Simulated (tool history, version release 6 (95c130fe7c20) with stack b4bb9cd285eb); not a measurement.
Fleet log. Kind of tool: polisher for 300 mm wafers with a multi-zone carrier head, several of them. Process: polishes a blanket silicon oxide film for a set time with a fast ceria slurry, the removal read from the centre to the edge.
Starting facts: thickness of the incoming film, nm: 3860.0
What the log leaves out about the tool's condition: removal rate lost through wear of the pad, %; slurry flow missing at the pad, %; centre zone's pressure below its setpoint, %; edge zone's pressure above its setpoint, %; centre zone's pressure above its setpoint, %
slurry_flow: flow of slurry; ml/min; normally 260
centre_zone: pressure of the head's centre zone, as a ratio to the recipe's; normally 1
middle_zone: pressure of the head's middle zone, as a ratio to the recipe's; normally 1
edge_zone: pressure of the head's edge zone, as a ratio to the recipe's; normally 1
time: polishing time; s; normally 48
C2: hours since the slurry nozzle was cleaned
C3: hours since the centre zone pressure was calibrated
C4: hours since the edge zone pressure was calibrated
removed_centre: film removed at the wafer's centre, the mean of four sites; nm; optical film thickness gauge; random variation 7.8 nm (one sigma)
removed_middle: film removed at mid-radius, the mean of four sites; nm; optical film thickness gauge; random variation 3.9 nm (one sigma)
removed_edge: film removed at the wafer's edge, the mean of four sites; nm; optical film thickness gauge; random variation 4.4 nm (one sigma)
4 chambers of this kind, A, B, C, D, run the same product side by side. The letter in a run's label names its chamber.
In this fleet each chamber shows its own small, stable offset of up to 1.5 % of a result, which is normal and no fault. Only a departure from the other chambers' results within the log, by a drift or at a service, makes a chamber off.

-- hour=3 chamber B: worn pad replaced by a new one
run 1C hour=9.5 | slurry_flow=260 centre_zone=1 middle_zone=1 edge_zone=1 time=48 | wafers_polished_on_this_pad=296 C2=714.1 C3=254.8 C4=185.3 | removed_centre=644.89 removed_middle=634.18 removed_edge=636.02
run 2A hour=15.2 | slurry_flow=260 centre_zone=1 middle_zone=1 edge_zone=1 time=48 | wafers_polished_on_this_pad=561 C2=196.9 C3=635.7 C4=441.7 | removed_centre=625.02 removed_middle=635.76 removed_edge=638.52
-- hour=21.7 chamber C: slurry nozzle cleaned
run 3B hour=23.8 | slurry_flow=260 centre_zone=1 middle_zone=1 edge_zone=1 time=48 | wafers_polished_on_this_pad=243 C2=24.1 C3=306.7 C4=504 | removed_centre=637.92 removed_middle=636.81 removed_edge=625.23
run 4D hour=33.7 | slurry_flow=260 centre_zone=1 middle_zone=1 edge_zone=1 time=48 | wafers_polished_on_this_pad=812 C2=775.1 C3=456.3 C4=340.5 | removed_centre=644.05 removed_middle=642.02 removed_edge=635.07
run 5A hour=43.2 | slurry_flow=260 centre_zone=1 middle_zone=1 edge_zone=1 time=48 | wafers_polished_on_this_pad=887 C2=224.9 C3=663.7 C4=469.7 | removed_centre=626.13 removed_middle=633.1 removed_edge=640.55
-- hour=46.4 chamber A: slurry nozzle cleaned
-- hour=46.9 chamber C: worn pad replaced by a new one
run 6C hour=52.9 | slurry_flow=260 centre_zone=1 middle_zone=1 edge_zone=1 time=48 | wafers_polished_on_this_pad=70 C2=31.2 C3=298.2 C4=228.7 | removed_centre=642.66 removed_middle=629.91 removed_edge=642.96
-- hour=53.5 chamber D: worn pad replaced by a new one
run 7B hour=63 | slurry_flow=260 centre_zone=1 middle_zone=1 edge_zone=1 time=48 | wafers_polished_on_this_pad=700 C2=63.3 C3=345.9 C4=543.2 | removed_centre=628.86 removed_middle=631.5 removed_edge=630.03
-- hour=70.3 chamber D: centre zone pressure recalibrated
run 8D hour=70.4 | slurry_flow=260 centre_zone=1 middle_zone=1 edge_zone=1 time=48 | wafers_polished_on_this_pad=197 C2=811.8 C3=0.2 C4=377.2 | removed_centre=638.59 removed_middle=641.96 removed_edge=642.04
run 9B hour=77.4 | slurry_flow=260 centre_zone=1 middle_zone=1 edge_zone=1 time=48 | wafers_polished_on_this_pad=868 C2=77.7 C3=360.3 C4=557.6 | removed_centre=627.47 removed_middle=634.85 removed_edge=636.65
run 10C hour=86.1 | slurry_flow=260 centre_zone=1 middle_zone=1 edge_zone=1 time=48 | wafers_polished_on_this_pad=457 C2=64.4 C3=331.4 C4=261.9 | removed_centre=632.56 removed_middle=625.97 removed_edge=639.61
-- hour=93.2 chamber B: worn pad replaced by a new one
run 11D hour=95.9 | slurry_flow=260 centre_zone=1 middle_zone=1 edge_zone=1 time=48 | wafers_polished_on_this_pad=494 C2=837.3 C3=25.7 C4=402.7 | removed_centre=627.68 removed_middle=639.91 removed_edge=635.68
run 12A hour=103.8 | slurry_flow=260 centre_zone=1 middle_zone=1 edge_zone=1 time=48 | wafers_polished_on_this_pad=1593 C2=57.5 C3=724.3 C4=530.3 | removed_centre=624.19 removed_middle=621.35 removed_edge=634.47
-- hour=106.1 chamber C: worn pad replaced by a new one
run 13A hour=109.2 | slurry_flow=260 centre_zone=1 middle_zone=1 edge_zone=1 time=48 | wafers_polished_on_this_pad=1656 C2=62.9 C3=729.7 C4=535.7 | removed_centre=639.9 removed_middle=626.46 removed_edge=629.78
run 14C hour=116.9 | slurry_flow=260 centre_zone=1 middle_zone=1 edge_zone=1 time=48 | wafers_polished_on_this_pad=126 C2=95.2 C3=362.2 C4=292.7 | removed_centre=632.76 removed_middle=631.88 removed_edge=645.38
run 15B hour=122.2 | slurry_flow=260 centre_zone=1 middle_zone=1 edge_zone=1 time=48 | wafers_polished_on_this_pad=338 C2=122.5 C3=405.1 C4=602.4 | removed_centre=630.53 removed_middle=633.31 removed_edge=631.31
-- hour=129.3 chamber D: worn pad replaced by a new one
run 16D hour=132.1 | slurry_flow=260 centre_zone=1.06 middle_zone=1 edge_zone=1 time=48 | wafers_polished_on_this_pad=33 C2=873.5 C3=61.9 C4=438.9 | removed_centre=676.86 removed_middle=632.74 removed_edge=636.2
run 17B hour=143.3 | slurry_flow=260 centre_zone=1.06 middle_zone=1 edge_zone=1 time=48 | wafers_polished_on_this_pad=584 C2=143.6 C3=426.2 C4=623.5 | removed_centre=670.05 removed_middle=636.17 removed_edge=629.53
run 18A hour=153.4 | slurry_flow=260 centre_zone=1.06 middle_zone=1 edge_zone=1 time=48 | wafers_polished_on_this_pad=2172 C2=107.1 C3=773.9 C4=579.9 | removed_centre=647.31 removed_middle=601.8 removed_edge=612.26
run 19C hour=162.9 | slurry_flow=260 centre_zone=1.06 middle_zone=1 edge_zone=1 time=48 | wafers_polished_on_this_pad=663 C2=141.2 C3=408.2 C4=338.7 | removed_centre=685.16 removed_middle=637.42 removed_edge=637.82
-- hour=167.1 chamber C: worn pad replaced by a new one
-- hour=170.9 chamber B: worn pad replaced by a new one
run 20D hour=171.6 | slurry_flow=260 centre_zone=1 middle_zone=1 edge_zone=1 time=48 | wafers_polished_on_this_pad=493 C2=913 C3=101.4 C4=478.4 | removed_centre=641.29 removed_middle=645.98 removed_edge=642.08
run 21A hour=181.6 | slurry_flow=260 centre_zone=1 middle_zone=1 edge_zone=1 time=48 | wafers_polished_on_this_pad=2500 C2=135.3 C3=802.1 C4=608.1 | removed_centre=601.72 removed_middle=598.71 removed_edge=602.45
run 22C hour=191.1 | slurry_flow=260 centre_zone=1 middle_zone=1 edge_zone=1 time=48 | wafers_polished_on_this_pad=279 C2=169.4 C3=436.4 C4=366.9 | removed_centre=644.5 removed_middle=628.42 removed_edge=628.05
run 23D hour=196.9 | slurry_flow=260 centre_zone=1 middle_zone=1 edge_zone=1 time=48 | wafers_polished_on_this_pad=788 C2=938.3 C3=126.7 C4=503.7 | removed_centre=626.05 removed_middle=637.38 removed_edge=644.75
run 24B hour=202.1 | slurry_flow=260 centre_zone=1 middle_zone=1 edge_zone=1 time=48 | wafers_polished_on_this_pad=364 C2=202.4 C3=485 C4=682.3 | removed_centre=628.65 removed_middle=638.89 removed_edge=635.04
run 25A hour=207.3 | slurry_flow=260 centre_zone=1 middle_zone=1 edge_zone=1 time=48 | wafers_polished_on_this_pad=2800 C2=161 C3=827.8 C4=633.8 | removed_centre=584.99 removed_middle=586.86 removed_edge=591.51
run 26C hour=212.9 | slurry_flow=260 centre_zone=1 middle_zone=1 edge_zone=1 time=48 | wafers_polished_on_this_pad=533 C2=191.2 C3=458.2 C4=388.7 | removed_centre=641.49 removed_middle=626.79 removed_edge=647.79
-- hour=214.9 chamber D: worn pad replaced by a new one
run 27D hour=219.5 | slurry_flow=260 centre_zone=1 middle_zone=1 edge_zone=1 time=48 | wafers_polished_on_this_pad=54 C2=960.9 C3=149.3 C4=526.3 | removed_centre=631.1 removed_middle=645.09 removed_edge=632.58
-- hour=227 chamber C: worn pad replaced by a new one
run 28B hour=229.2 | slurry_flow=260 centre_zone=1 middle_zone=1 edge_zone=1 time=48 | wafers_polished_on_this_pad=680 C2=229.5 C3=512.1 C4=709.4 | removed_centre=639.44 removed_middle=638.02 removed_edge=636.6
run 29B hour=237.2 | slurry_flow=260 centre_zone=1 middle_zone=1 edge_zone=1 time=48 | wafers_polished_on_this_pad=773 C2=237.5 C3=520.1 C4=717.4 | removed_centre=622.29 removed_middle=634.89 removed_edge=638.53
-- hour=245.9 chamber D: slurry nozzle cleaned
run 30A hour=248.7 | slurry_flow=260 centre_zone=1 middle_zone=1 edge_zone=1 time=48 | wafers_polished_on_this_pad=3282 C2=202.4 C3=869.2 C4=675.2 | removed_centre=576.34 removed_middle=577.3 removed_edge=578.06
run 31C hour=255.2 | slurry_flow=260 centre_zone=1 middle_zone=1 edge_zone=1 time=48 | wafers_polished_on_this_pad=329 C2=233.5 C3=500.5 C4=431 | removed_centre=641.65 removed_middle=638.35 removed_edge=637.55
run 32D hour=264.3 | slurry_flow=260 centre_zone=1 middle_zone=1 edge_zone=1 time=48 | wafers_polished_on_this_pad=576 C2=18.5 C3=194.1 C4=571.1 | removed_centre=634.82 removed_middle=644.06 removed_edge=641.89
-- hour=265.8 chamber A: slurry nozzle cleaned
run 33A hour=269.4 | slurry_flow=260 centre_zone=1 middle_zone=1 edge_zone=1 time=48 | wafers_polished_on_this_pad=3524 C2=3.6 C3=889.9 C4=695.9 | removed_centre=579.5 removed_middle=564.62 removed_edge=574.65

Read the log: is a single chamber off, either drifting away or since a service, is the gauge that measures every chamber drifting, or is nothing wrong beyond small per-chamber offsets? Name any odd chamber and what most likely caused it.

It is chamber A that slowly wanders off from its peers.
What lies behind it: removal rate lost through wear of the pad, % = 11.1.

Below are 4 candidate recipes for chamber A's next run, each the usual settings with a change, their results shown as question marks. Which of them brings A's results back in line with what the other chambers give on the usual settings?
In line means no further than this from the other chambers' mean on the usual settings: removed_centre 27 nm; removed_middle 14 nm; removed_edge 15 nm
run 34A-1 hour=277.8 | slurry_flow=260 centre_zone=1 middle_zone=1.01 edge_zone=1 time=51 | removed_centre=? removed_middle=? removed_edge=?
run 34A-2 hour=277.8 | slurry_flow=255 centre_zone=1 middle_zone=0.99 edge_zone=1 time=43 | removed_centre=? removed_middle=? removed_edge=?
run 34A-3 hour=277.8 | slurry_flow=265 centre_zone=1 middle_zone=1.01 edge_zone=1 time=54 | removed_centre=? removed_middle=? removed_edge=?
run 34A-4 hour=277.8 | slurry_flow=260 centre_zone=1 middle_zone=0.99 edge_zone=1 time=45 | removed_centre=? removed_middle=? removed_edge=?

The mean the other chambers reach with the usual settings: removed_centre 636.68 nm; removed_middle 637.29 nm; removed_edge 638.4 nm
run=34A-1 removed_centre=601.12 removed_middle=603.25 removed_edge=603.82
run=34A-2 removed_centre=505.52 removed_middle=498.25 removed_edge=508.42
run=34A-3 removed_centre=637.96 removed_middle=640.07 removed_edge=640.35
run=34A-4 removed_centre=530.32 removed_middle=522.56 removed_edge=532.94
With 34A-3, the chamber falls back in line with the rest.
